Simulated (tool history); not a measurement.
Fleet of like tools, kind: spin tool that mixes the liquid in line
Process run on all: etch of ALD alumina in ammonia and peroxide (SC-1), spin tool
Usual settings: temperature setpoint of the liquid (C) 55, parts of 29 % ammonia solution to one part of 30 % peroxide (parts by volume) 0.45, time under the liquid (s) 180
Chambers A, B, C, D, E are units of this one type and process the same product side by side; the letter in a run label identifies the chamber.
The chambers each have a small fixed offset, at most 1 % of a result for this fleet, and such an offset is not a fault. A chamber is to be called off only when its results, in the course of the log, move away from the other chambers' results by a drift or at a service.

run	hour	temperature setpoint of the liquid (C)	parts of 29 % ammonia solution to one part of 30 % peroxide (parts by volume)	time under the liquid (s)	hours since the thermometer was replaced	hours since the ammonia flow meter was replaced	hours since the heated supply line was repaired	hours since the drum of ammonia solution was connected	read-back film thickness of the ALD alumina reference wafer, read on the same gauge (nm)	thickness taken off the ALD alumina on a monitor wafer (nm)
1E	4.9	55	0.45	180	344.4	963.3	1393.4	163.7	89.991	14.592
2B	11.7	55	0.45	180	436	68.3	2530.9	546	90.027	14.883
3C	17.7	55	0.45	180	1609.5	1020	801.8	579.4	90.018	14.682
4A	25.5	55	0.45	180	712	115.4	402.2	321.1	89.968	14.677
# hour 26.2: chamber B: new drum of ammonia solution connected
5D	29.4	55	0.45	180	256.7	1286	1810.5	242.4	90.018	14.724
6B	34.8	55	0.45	180	459.1	91.4	2554	8.6	90.002	14.753
7E	40.9	55	0.45	180	380.4	999.3	1429.4	199.7	90.023	14.45
8D	44.8	55	0.45	180	272.1	1301.4	1825.9	257.8	89.971	14.629
9A	49.4	55	0.45	180	735.9	139.3	426.1	345	89.961	14.664
10C	55.1	55	0.45	180	1646.9	1057.4	839.2	616.8	89.971	14.806
11A	62.6	55	0.45	180	749.1	152.5	439.3	358.2	89.958	14.641
12C	67.2	52	0.6	180	1659	1069.5	851.3	628.9	89.99	12.929
13B	73.7	52	0.6	180	498	130.3	2592.9	47.5	90.021	12.943
# hour 77.7: chamber B: heated supply line repaired
# hour 77.9: chamber E: heated supply line repaired
14D	79.5	52	0.6	180	306.8	1336.1	1860.6	292.5	89.987	12.746
15E	84	52	0.6	180	423.5	1042.4	6.1	242.8	90.023	12.835
16C	89.3	52	0.6	180	1681.1	1091.6	873.4	651	90.014	13.024
17E	96.5	55	0.45	180	436	1054.9	18.6	255.3	89.99	14.588
18D	100.5	55	0.45	180	327.8	1357.1	1881.6	313.5	89.992	14.729
19B	103.9	55	0.45	180	528.2	160.5	26.2	77.7	89.982	14.802
20A	111.1	55	0.45	180	797.6	201	487.8	406.7	89.959	14.389
21A	117.7	50.5	0.55	180	804.2	207.6	494.4	413.3	90.023	11.515
22C	123.4	50.5	0.55	180	1715.2	1125.7	907.5	685.1	90.023	11.912
23B	129	50.5	0.55	180	553.3	185.6	51.3	102.8	89.999	11.828
24E	132.7	50.5	0.55	180	472.2	1091.1	54.8	291.5	89.98	11.651
25D	139	50.5	0.55	180	366.3	1395.6	1920.1	352	90.015	11.687
26C	143.5	55	0.45	180	1735.3	1145.8	927.6	705.2	90.034	14.77
# hour 145.5: chamber C: ammonia flow meter replaced
27D	150.2	48.5	0.45	180	377.5	1406.8	1931.3	363.2	90.016	10.29
28B	156.1	48.5	0.45	180	580.4	212.7	78.4	129.9	89.989	10.41
29A	161.3	48.5	0.45	180	847.8	251.2	538	456.9	90.018	9.8742
# hour 166.7: chamber E: new drum of ammonia solution connected
30E	168.4	48.5	0.45	180	507.9	1126.8	90.5	1.7	90.005	10.292
31D	176.2	48.5	0.45	180	403.5	1432.8	1957.3	389.2	89.987	10.302
32C	181.8	55	0.45	180	1773.6	36.3	965.9	743.5	89.995	14.66
33B	186.9	55	0.45	180	611.2	243.5	109.2	160.7	89.968	14.817

Next, all 5 chambers run the settings below, one line each with question marks for the results. What does each chamber give?
34A	192.5	55	0.55	180						?
34B	192.5	55	0.55	180						?
34C	192.5	55	0.55	180						?
34D	192.5	55	0.55	180						?
34E	192.5	55	0.55	180						?

run	thickness taken off the ALD alumina on a monitor wafer (nm)
34A	14.201
34B	15.018
34C	15.072
34D	14.99
34E	14.853
